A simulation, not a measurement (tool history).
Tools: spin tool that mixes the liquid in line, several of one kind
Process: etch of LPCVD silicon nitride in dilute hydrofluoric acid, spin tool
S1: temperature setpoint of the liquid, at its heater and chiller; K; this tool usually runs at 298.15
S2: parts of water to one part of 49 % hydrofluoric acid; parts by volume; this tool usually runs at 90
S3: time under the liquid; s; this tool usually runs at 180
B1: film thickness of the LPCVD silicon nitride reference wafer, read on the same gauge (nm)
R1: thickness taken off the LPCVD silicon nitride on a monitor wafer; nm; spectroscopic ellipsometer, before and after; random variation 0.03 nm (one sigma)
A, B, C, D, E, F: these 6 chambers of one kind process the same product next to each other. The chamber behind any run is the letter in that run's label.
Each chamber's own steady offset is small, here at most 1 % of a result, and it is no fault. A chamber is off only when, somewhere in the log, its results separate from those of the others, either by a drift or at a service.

Run 1D, hour 8.4: usual settings; B1 49.996. Result: R1 0.89055 nm.
Run 2A, hour 18.5: usual settings; B1 50.004. Result: R1 0.93644 nm.
At hour 24.1: chamber B: thermometer replaced.
Run 3F, hour 27.5: usual settings; B1 49.983. Result: R1 0.91723 nm.
At hour 33.9: chamber F: thermometer replaced.
Run 4C, hour 36.2: usual settings; B1 49.975. Result: R1 0.9386 nm.
Run 5B, hour 41.8: usual settings; B1 49.989. Result: R1 0.86577 nm.
At hour 47.7: chamber B: hydrofluoric acid flow meter replaced.
Run 6E, hour 50.3: usual settings; B1 49.997. Result: R1 0.90847 nm.
Run 7E, hour 62.8: usual settings but S1 301.15 K, S3 225 s; B1 50.004. Result: R1 1.4361 nm.
At hour 72: chamber D: hydrofluoric acid flow meter replaced.
Run 8B, hour 72.9: usual settings but S1 301.15 K, S3 225 s; B1 49.996. Result: R1 1.4205 nm.
Run 9C, hour 80.1: usual settings but S1 301.15 K, S3 225 s; B1 49.992. Result: R1 1.3772 nm.
Run 10A, hour 86: usual settings but S1 301.15 K, S3 225 s; B1 49.999. Result: R1 1.4713 nm.
Run 11F, hour 98.5: usual settings but S1 301.15 K, S3 225 s; B1 49.992. Result: R1 1.2783 nm.
Run 12D, hour 104: usual settings but S1 301.15 K, S3 225 s; B1 49.987. Result: R1 1.4011 nm.
Run 13A, hour 110.4: usual settings; B1 49.996. Result: R1 0.93184 nm.
Run 14D, hour 118.9: usual settings; B1 50. Result: R1 0.96783 nm.
Run 15B, hour 125: usual settings; B1 49.994. Result: R1 0.93462 nm.
Run 16F, hour 134.9: usual settings but S1 293.65 K; B1 50.002. Result: R1 0.69505 nm.
Run 17C, hour 144.9: usual settings but S1 293.65 K; B1 50.002. Result: R1 0.69365 nm.
Run 18E, hour 151: usual settings but S1 293.65 K; B1 49.979. Result: R1 0.67822 nm.
Run 19B, hour 159.3: usual settings but S1 293.65 K; B1 50.004. Result: R1 0.7017 nm.
At hour 168.2: chamber C: hydrofluoric acid flow meter replaced.
Run 20D, hour 170.7: usual settings but S1 293.65 K; B1 49.981. Result: R1 0.72895 nm.
Run 21C, hour 176.6: usual settings but S1 293.65 K; B1 49.984. Result: R1 0.63503 nm.
Run 22F, hour 182.5: usual settings; B1 49.985. Result: R1 0.95107 nm.
Run 23E, hour 194.4: usual settings; B1 49.995. Result: R1 0.9252 nm.
Run 24A, hour 205.5: usual settings; B1 49.981. Result: R1 0.94104 nm.
Run 25A, hour 214.6: usual settings but S3 215 s; B1 50.007. Result: R1 1.1202 nm.
Run 26E, hour 225.1: usual settings but S3 215 s; B1 50.002. Result: R1 1.1318 nm.
Run 27D, hour 230.5: usual settings but S3 215 s; B1 49.988. Result: R1 1.0514 nm.
At hour 237.9: chamber C: thermometer replaced.
Run 28C, hour 240.2: usual settings but S3 215 s; B1 50.001. Result: R1 1.0938 nm.
Run 29B, hour 249.1: usual settings but S3 215 s; B1 50.005. Result: R1 1.0742 nm.
Run 30F, hour 256.4: usual settings but S3 215 s; B1 50.001. Result: R1 1.0962 nm.
Run 31E, hour 262.8: usual settings; B1 50.003. Result: R1 0.91024 nm.
Run 32C, hour 274.1: usual settings; B1 49.992. Result: R1 0.911 nm.
Run 33A, hour 279.7: usual settings; B1 49.997. Result: R1 0.91263 nm.
Run 34F, hour 288.3: usual settings; B1 49.993. Result: R1 0.91699 nm.
Run 35B, hour 294: usual settings; B1 50.011. Result: R1 0.9386 nm.
At hour 298.1: chamber D: thermometer replaced.
Run 36D, hour 300.6: usual settings but S3 260 s; B1 49.997. Result: R1 1.2436 nm.
Run 37E, hour 307.7: usual settings but S3 260 s; B1 50.013. Result: R1 1.2916 nm.
Run 38C, hour 317: usual settings but S3 260 s; B1 49.989. Result: R1 1.3616 nm.
Run 39B, hour 326.5: usual settings but S3 260 s; B1 49.984. Result: R1 1.39 nm.
Run 40D, hour 332.2: usual settings but S3 260 s; B1 50.006. Result: R1 1.2692 nm.
Run 41F, hour 340.9: usual settings but S3 260 s; B1 50.003. Result: R1 1.2318 nm.

Does one chamber stand apart from the rest, does the shared gauge drift, or is all well apart from small per-chamber offsets? Give the chamber and the most likely cause, where there is one.

No chamber is off and the gauge is stable; the differences are just each chamber's small, constant offset.
